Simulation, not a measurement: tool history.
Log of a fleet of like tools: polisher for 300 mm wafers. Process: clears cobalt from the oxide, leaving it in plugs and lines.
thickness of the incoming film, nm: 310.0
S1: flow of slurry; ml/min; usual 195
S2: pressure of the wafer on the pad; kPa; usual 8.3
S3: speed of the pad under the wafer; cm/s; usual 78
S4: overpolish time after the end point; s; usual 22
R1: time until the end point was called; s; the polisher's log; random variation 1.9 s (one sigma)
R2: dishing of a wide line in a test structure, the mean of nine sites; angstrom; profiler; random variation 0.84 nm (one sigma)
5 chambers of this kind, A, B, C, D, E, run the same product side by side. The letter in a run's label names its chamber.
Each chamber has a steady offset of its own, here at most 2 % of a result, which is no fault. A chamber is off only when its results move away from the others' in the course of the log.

{"hour": 4.5, "done": "chamber E: slurry nozzle cleaned"}
{"run": "1D", "hour": 5.0, "S1": 195, "S2": 8.3, "S3": 78, "S4": 22, "R1": 137.04, "R2": 345.8}
{"run": "2A", "hour": 9.5, "S1": 195, "S2": 8.3, "S3": 78, "S4": 22, "R1": 138.53, "R2": 350.37}
{"run": "3E", "hour": 17.0, "S1": 195, "S2": 8.3, "S3": 78, "S4": 22, "R1": 135.63, "R2": 353.74}
{"hour": 17.8, "done": "chamber A: worn pad replaced by a new one"}
{"run": "4B", "hour": 23.3, "S1": 195, "S2": 8.3, "S3": 78, "S4": 22, "R1": 134.97, "R2": 359.29}
{"run": "5C", "hour": 31.3, "S1": 195, "S2": 8.3, "S3": 78, "S4": 22, "R1": 137.52, "R2": 357.85}
{"hour": 36.4, "done": "chamber C: worn pad replaced by a new one"}
{"run": "6E", "hour": 38.5, "S1": 195, "S2": 8.3, "S3": 78, "S4": 22, "R1": 135.53, "R2": 336.2}
{"run": "7A", "hour": 43.8, "S1": 195, "S2": 8.3, "S3": 78, "S4": 22, "R1": 133.22, "R2": 348.5}
{"run": "8C", "hour": 47.4, "S1": 195, "S2": 8.3, "S3": 78, "S4": 22, "R1": 130.97, "R2": 364.77}
{"run": "9D", "hour": 55.5, "S1": 195, "S2": 8.3, "S3": 78, "S4": 22, "R1": 143.17, "R2": 342.46}
{"hour": 55.8, "done": "chamber B: head pressure recalibrated"}
{"hour": 58.1, "done": "chamber E: worn pad replaced by a new one"}
{"run": "10B", "hour": 59.9, "S1": 195, "S2": 8.3, "S3": 78, "S4": 22, "R1": 135.84, "R2": 352.29}
{"run": "11E", "hour": 66.4, "S1": 195, "S2": 8.3, "S3": 78, "S4": 22, "R1": 137.6, "R2": 349.96}
{"run": "12A", "hour": 73.7, "S1": 195, "S2": 8.3, "S3": 78, "S4": 22, "R1": 140.12, "R2": 341.72}
{"run": "13D", "hour": 77.9, "S1": 195, "S2": 8.3, "S3": 78, "S4": 22, "R1": 142.4, "R2": 333.78}
{"run": "14C", "hour": 81.4, "S1": 195, "S2": 8.3, "S3": 78, "S4": 22, "R1": 132.28, "R2": 358.19}
{"hour": 84.2, "done": "chamber C: slurry nozzle cleaned"}
{"run": "15B", "hour": 86.4, "S1": 195, "S2": 8.3, "S3": 78, "S4": 22, "R1": 135.86, "R2": 340.2}
{"hour": 92.1, "done": "chamber B: slurry nozzle cleaned"}
{"run": "16B", "hour": 92.9, "S1": 195, "S2": 8.3, "S3": 78, "S4": 22, "R1": 133.59, "R2": 346.18}
{"run": "17D", "hour": 98.0, "S1": 195, "S2": 8.3, "S3": 78, "S4": 22, "R1": 143.72, "R2": 344.25}
{"hour": 101.0, "done": "chamber B: worn pad replaced by a new one"}
{"run": "18A", "hour": 105.4, "S1": 195, "S2": 8.3, "S3": 78, "S4": 22, "R1": 135.61, "R2": 343.43}
{"hour": 106.7, "done": "chamber C: worn pad replaced by a new one"}
{"run": "19E", "hour": 109.3, "S1": 195, "S2": 8.3, "S3": 78, "S4": 22, "R1": 135.05, "R2": 343.92}
{"run": "20C", "hour": 115.6, "S1": 195, "S2": 8.3, "S3": 78, "S4": 22, "R1": 132.79, "R2": 354.39}
{"run": "21B", "hour": 121.8, "S1": 140, "S2": 8.3, "S3": 78, "S4": 22, "R1": 141.83, "R2": 326.56}
{"run": "22C", "hour": 128.2, "S1": 140, "S2": 8.3, "S3": 78, "S4": 22, "R1": 140.6, "R2": 343.21}
{"run": "23D", "hour": 136.1, "S1": 140, "S2": 8.3, "S3": 78, "S4": 22, "R1": 153.58, "R2": 323.66}
{"run": "24E", "hour": 139.7, "S1": 140, "S2": 8.3, "S3": 78, "S4": 22, "R1": 142.82, "R2": 332.66}
{"run": "25A", "hour": 145.7, "S1": 140, "S2": 8.3, "S3": 78, "S4": 22, "R1": 144.02, "R2": 325.97}
{"run": "26E", "hour": 151.3, "S1": 195, "S2": 8.3, "S3": 78, "S4": 22, "R1": 136.06, "R2": 359.13}
{"run": "27C", "hour": 155.1, "S1": 195, "S2": 6.9, "S3": 78, "S4": 13, "R1": 160.34, "R2": 210.51}
{"run": "28A", "hour": 161.2, "S1": 195, "S2": 6.9, "S3": 78, "S4": 13, "R1": 161.11, "R2": 201.97}
{"run": "29B", "hour": 165.0, "S1": 195, "S2": 6.9, "S3": 78, "S4": 13, "R1": 162.34, "R2": 207.0}
{"run": "30D", "hour": 168.5, "S1": 195, "S2": 6.9, "S3": 78, "S4": 13, "R1": 181.55, "R2": 180.63}
{"run": "31C", "hour": 175.9, "S1": 195, "S2": 6.9, "S3": 78, "S4": 13, "R1": 161.34, "R2": 204.9}
{"hour": 179.9, "done": "chamber A: worn pad replaced by a new one"}
{"run": "32D", "hour": 183.8, "S1": 195, "S2": 8.3, "S3": 78, "S4": 22, "R1": 155.52, "R2": 315.35}
{"run": "33A", "hour": 191.3, "S1": 195, "S2": 8.3, "S3": 78, "S4": 22, "R1": 134.27, "R2": 351.38}
{"run": "34B", "hour": 194.7, "S1": 195, "S2": 8.3, "S3": 78, "S4": 22, "R1": 137.75, "R2": 354.02}
{"run": "35E", "hour": 202.5, "S1": 195, "S2": 8.3, "S3": 78, "S4": 22, "R1": 138.29, "R2": 346.88}

All 5 chambers run these settings next. Forecast each chamber's results:
{"run": "36A", "hour": 208.3, "S1": 195, "S2": 8.3, "S3": 78, "S4": 33, "R1": "?", "R2": "?"}
{"run": "36B", "hour": 208.3, "S1": 195, "S2": 8.3, "S3": 78, "S4": 33, "R1": "?", "R2": "?"}
{"run": "36C", "hour": 208.3, "S1": 195, "S2": 8.3, "S3": 78, "S4": 33, "R1": "?", "R2": "?"}
{"run": "36D", "hour": 208.3, "S1": 195, "S2": 8.3, "S3": 78, "S4": 33, "R1": "?", "R2": "?"}
{"run": "36E", "hour": 208.3, "S1": 195, "S2": 8.3, "S3": 78, "S4": 33, "R1": "?", "R2": "?"}

run=36A R1=135.92 R2=421.75
run=36B R1=134.60 R2=435.09
run=36C R1=132.46 R2=447.43
run=36D R1=155.20 R2=412.51
run=36E R1=137.27 R2=442.44
